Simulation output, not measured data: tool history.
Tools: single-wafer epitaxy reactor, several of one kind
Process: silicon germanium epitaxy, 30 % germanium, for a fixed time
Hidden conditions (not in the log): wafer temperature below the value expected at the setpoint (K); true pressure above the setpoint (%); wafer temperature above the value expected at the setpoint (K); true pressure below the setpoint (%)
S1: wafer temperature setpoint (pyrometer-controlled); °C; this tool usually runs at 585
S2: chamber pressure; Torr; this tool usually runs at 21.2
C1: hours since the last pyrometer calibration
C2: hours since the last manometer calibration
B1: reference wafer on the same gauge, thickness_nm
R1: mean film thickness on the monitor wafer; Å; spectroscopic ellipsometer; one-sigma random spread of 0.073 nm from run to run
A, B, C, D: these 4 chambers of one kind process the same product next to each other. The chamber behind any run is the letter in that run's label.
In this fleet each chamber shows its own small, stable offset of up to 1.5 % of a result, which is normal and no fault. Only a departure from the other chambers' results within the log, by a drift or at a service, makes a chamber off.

run   hour   S1    S2      C1      C2      B1      R1
 1D    6.6  585  21.2  2262.2  2157.1  44.905  458.96
 2C   10.1  585  21.2   438.2  1965.0  44.897  462.43
 3A   16.1  585  21.2   410.8  1088.9  44.915  463.59
 4B   21.1  585  21.2  1885.1   100.7  44.959  459.42
 5C   27.8  585  21.2   455.9  1982.7  44.955  463.31
 6A   34.3  575  21.2   429.0  1107.1  44.955  381.75
 7B   41.0  575  21.2  1905.0   120.6  44.956  378.50
 8D   46.8  575  21.2  2302.4  2197.3  44.966  378.10
 9A   51.7  575  21.2   446.4  1124.5  44.994  382.24
10C   57.7  585  21.2   485.8  2012.6  44.987  464.86
11D   62.3  585  21.2  2317.9  2212.8  45.006  458.89
12B   69.5  585  21.2  1933.5   149.1  45.024  458.71
13C   76.6  585  21.2   504.7  2031.5  45.043  465.21
14A   80.4  585  21.2   475.1  1153.2  45.033  464.08
      81.3  -- chamber D: pyrometer calibrated
15B   86.7  585  21.2  1950.7   166.3  45.068  458.81
16D   93.0  591  23.7    11.8  2243.5  45.056  538.09
17D  100.6  591  23.7    19.4  2251.1  45.080  540.56
18C  107.5  591  23.7   535.6  2062.4  45.084  545.13
19A  112.7  591  23.7   507.4  1185.5  45.086  544.17
20B  117.8  585  21.2  1981.8   197.4  45.097  461.32
21D  125.4  585  21.2    44.2  2275.9  45.112  459.77
22B  132.3  585  21.2  1996.3   211.9  45.133  461.92
23A  138.6  585  21.2   533.3  1211.4  45.128  465.28
24C  142.9  585  21.2   571.0  2097.8  45.150  464.61
25A  148.1  585  21.2   542.8  1220.9  45.169  463.26
26C  153.3  594  24.5   581.4  2108.2  45.152  584.38
27D  160.1  594  24.5    78.9  2310.6  45.186  579.61

Predict what each chamber gives when all 4 of them run the settings below next.
28A  165.7  596  21.2               ?
28B  165.7  596  21.2               ?
28C  165.7  596  21.2               ?
28D  165.7  596  21.2               ?

run      R1
28A  572.36
28B  568.24
28C  574.51
28D  568.29
